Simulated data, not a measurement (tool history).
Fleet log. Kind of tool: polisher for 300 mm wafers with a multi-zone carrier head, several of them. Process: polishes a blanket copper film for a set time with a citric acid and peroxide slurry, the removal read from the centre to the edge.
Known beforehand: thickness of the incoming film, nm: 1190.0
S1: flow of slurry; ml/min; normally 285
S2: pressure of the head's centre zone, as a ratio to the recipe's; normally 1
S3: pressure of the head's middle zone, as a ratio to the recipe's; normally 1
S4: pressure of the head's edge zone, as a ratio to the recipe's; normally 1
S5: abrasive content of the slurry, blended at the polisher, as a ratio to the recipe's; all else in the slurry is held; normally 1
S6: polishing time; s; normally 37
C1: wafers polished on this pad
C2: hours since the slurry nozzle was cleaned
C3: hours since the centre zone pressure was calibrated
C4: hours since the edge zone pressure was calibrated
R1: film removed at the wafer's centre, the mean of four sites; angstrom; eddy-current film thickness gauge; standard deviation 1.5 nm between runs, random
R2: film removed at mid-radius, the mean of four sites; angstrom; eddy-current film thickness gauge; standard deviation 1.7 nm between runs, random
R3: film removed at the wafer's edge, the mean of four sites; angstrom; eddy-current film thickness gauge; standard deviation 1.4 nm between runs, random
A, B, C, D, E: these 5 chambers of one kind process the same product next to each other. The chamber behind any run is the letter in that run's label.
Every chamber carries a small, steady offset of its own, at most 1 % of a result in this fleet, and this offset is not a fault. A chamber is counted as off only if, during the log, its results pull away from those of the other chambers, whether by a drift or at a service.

run     day   S1  S2    S3  S4  S5  S6    C1     C2      C3     C4      R1      R2      R3
 1D   0.379  285   1     1   1   1  37  1206  554.9   486.6  606.2  1207.2  1220.9  1250.7
 2C   0.608  285   1     1   1   1  37   249   84.5     190  513.4  1261.9  1212.2  1285.9
      0.825  -- chamber D: worn pad replaced by a new one
 3E   0.862  285   1     1   1   1  37   893  317.3   512.9  599.1  1234.5  1249.1  1242.4
 4B   1.162  285   1     1   1   1  37  1103  131.2   947.6  174.6  1242.2  1232.7  1243.1
 5A   1.483  285   1     1   1   1  37  1201  246.8    71.4    760    1238  1269.7  1245.5
      1.558  -- chamber B: worn pad replaced by a new one
      1.679  -- chamber A: edge zone pressure recalibrated
 6B   1.754  285   1     1   1   1  37    65  145.4   961.8  188.8  1261.5  1280.4  1242.5
      1.975  -- chamber A: worn pad replaced by a new one
 7D   2.212  285   1     1   1   1  37   462  598.9   530.6  650.2  1237.4  1289.7  1270.6
 8E     2.5  285   1     1   1   1  37  1437  356.6   552.2  638.4  1274.4  1255.3    1219
      2.521  -- chamber D: slurry nozzle cleaned
      2.538  -- chamber E: worn pad replaced by a new one
 9C   2.921  285   1     1   1   1  37  1018    140   245.5  568.9  1246.8  1231.7  1260.9
10A    3.15  285   1     1   1   1  37   392  286.8   111.4   35.3  1232.6  1258.8  1235.2
11B   3.608  285   1     1   1   1  37   681  189.9  1006.3  233.3  1249.1    1277  1244.3
      3.654  -- chamber C: worn pad replaced by a new one
12E   3.825  285   1     1   1   1  37   428  388.4     584  670.2  1251.1  1230.3  1255.5
13C   4.158  285   1     1   1   1  37   168  169.7   275.2  598.6  1255.1  1248.3  1254.7
      4.408  -- chamber B: worn pad replaced by a new one
14D   4.554  285   1     1   1   1  37  1241   48.8   586.8  706.4  1250.8  1247.4  1266.2
      4.942  -- chamber D: worn pad replaced by a new one
15A   4.958  370   1  1.11   1   1  37   993  330.2   154.8   78.7  1259.7  1393.8  1301.9
16B   5.408  370   1  1.11   1   1  37   332  233.1  1049.5  276.5  1261.9  1424.7  1259.2
17D    5.75  370   1  1.11   1   1  37   269   77.5   615.5  735.1  1298.3  1454.7  1273.2
18E    6.05  370   1  1.11   1   1  37  1168  441.8   637.4  723.6  1284.6  1385.5  1270.7
      6.071  -- chamber A: worn pad replaced by a new one
      6.442  -- chamber C: centre zone pressure recalibrated
      6.471  -- chamber A: slurry nozzle cleaned
19C     6.5  370   1  1.11   1   1  37   946  225.9     1.4  654.8  1277.6  1389.6  1313.9
      6.733  -- chamber C: worn pad replaced by a new one
20A   6.921  365   1  1.08   1   1  37   283   10.8   201.9  125.8  1267.9  1385.2  1269.4
21C   7.283  365   1  1.08   1   1  37   183  244.7    20.2  673.6  1271.4  1356.3  1252.6
22A   7.504  365   1  1.08   1   1  37   477   24.8   215.9  139.8  1247.2    1355  1243.5
      7.512  -- chamber E: worn pad replaced by a new one
      7.546  -- chamber D: edge zone pressure recalibrated
      7.792  -- chamber B: worn pad replaced by a new one
23B   7.979  365   1  1.08   1   1  37    62  294.8  1111.2  338.2  1294.2  1380.4  1257.4
24E   8.362  365   1  1.08   1   1  37   283  497.3   692.9  779.1  1251.1  1366.2  1262.4
25D   8.675  285   1     1   1   1  37  1242  147.7   685.7   27.2  1233.5  1255.7  1256.1
26A   9.158  285   1     1   1   1  37  1027   64.5   255.6  179.5  1253.2  1246.8  1251.8
      9.254  -- chamber D: worn pad replaced by a new one
27D   9.542  285   1     1   1   1  37    96  168.5   706.5     48  1267.4  1250.1    1251
      9.875  -- chamber C: slurry nozzle cleaned
28B   9.925  285   1     1   1   1  37   709  341.5  1157.9  384.9    1250  1276.3  1241.8
     10.233  -- chamber A: worn pad replaced by a new one
29C  10.275  285   1     1   1   1  37  1178    9.6      92  745.4  1277.7  1256.4  1249.6
     10.392  -- chamber C: worn pad replaced by a new one
     10.488  -- chamber B: slurry nozzle cleaned
30E  10.496  285   1     1   1   1  37   992  548.5   744.1  830.3  1248.1  1232.4    1244
31B  10.862  285   1     1   1   1  37  1021    9.1  1180.4  407.4  1262.2  1294.8  1241.9
32A  11.117  285   1     1   1   1  37   294  111.5   302.6  226.5  1224.3    1262  1230.1
     11.288  -- chamber B: worn pad replaced by a new one
33C  11.367  285   1     1   1   1  37   324   35.8   118.2  771.6  1242.2    1234  1283.9
34D  11.825  285   1     1   1   1  37   856  223.3   761.3  102.8  1216.4  1243.9  1241.3
     12.233  -- chamber E: worn pad replaced by a new one
35E   12.25  285   1     1   1   1  37     6  590.6   786.2  872.4  1244.3  1228.6  1256.1
36C  12.525  285   1     1   1   1  37   709   63.6     146  799.4  1232.6    1227  1242.5
37E  12.754  205   1  0.92   1   1  37   174  602.7   798.3  884.5  1195.1  1106.5  1225.5
38D  13.075  205   1  0.92   1   1  37  1271  253.3   791.3  132.8  1158.3  1109.9  1225.5
     13.271  -- chamber D: worn pad replaced by a new one
39B  13.492  205   1  0.92   1   1  37   734   72.2  1243.5  470.5  1212.4  1120.6  1182.4
40A  13.779  205   1  0.92   1   1  37  1179  175.4   366.5  290.4  1177.5  1143.4  1209.8
41B  14.117  205   1  0.92   1   1  37   942   87.2  1258.5  485.5  1190.5  1128.7  1231.6
42A  14.583  285   1     1   1   1  37  1447  194.7   385.8  309.7  1243.9  1251.9  1234.7
43E  14.925  285   1     1   1   1  37   896  654.8   850.4  936.6  1258.2  1259.1  1283.7
44D  15.154  285   1     1   1   1  37   626  303.2   841.2  182.7  1241.6  1249.5  1238.1

Next, every chamber runs the same settings. What will each give?
45A  15.517  285   1   1   1   1  37                   ?   ?   ?
45B  15.517  285   1   1   1   1  37                   ?   ?   ?
45C  15.517  285   1   1   1   1  37                   ?   ?   ?
45D  15.517  285   1   1   1   1  37                   ?   ?   ?
45E  15.517  285   1   1   1   1  37                   ?   ?   ?

run      R1      R2      R3
45A  1220.3    1252  1245.3
45B  1268.8  1249.5  1231.8
45C  1263.5  1251.5  1237.3
45D  1238.2  1273.4  1266.9
45E    1239  1269.8  1254.9
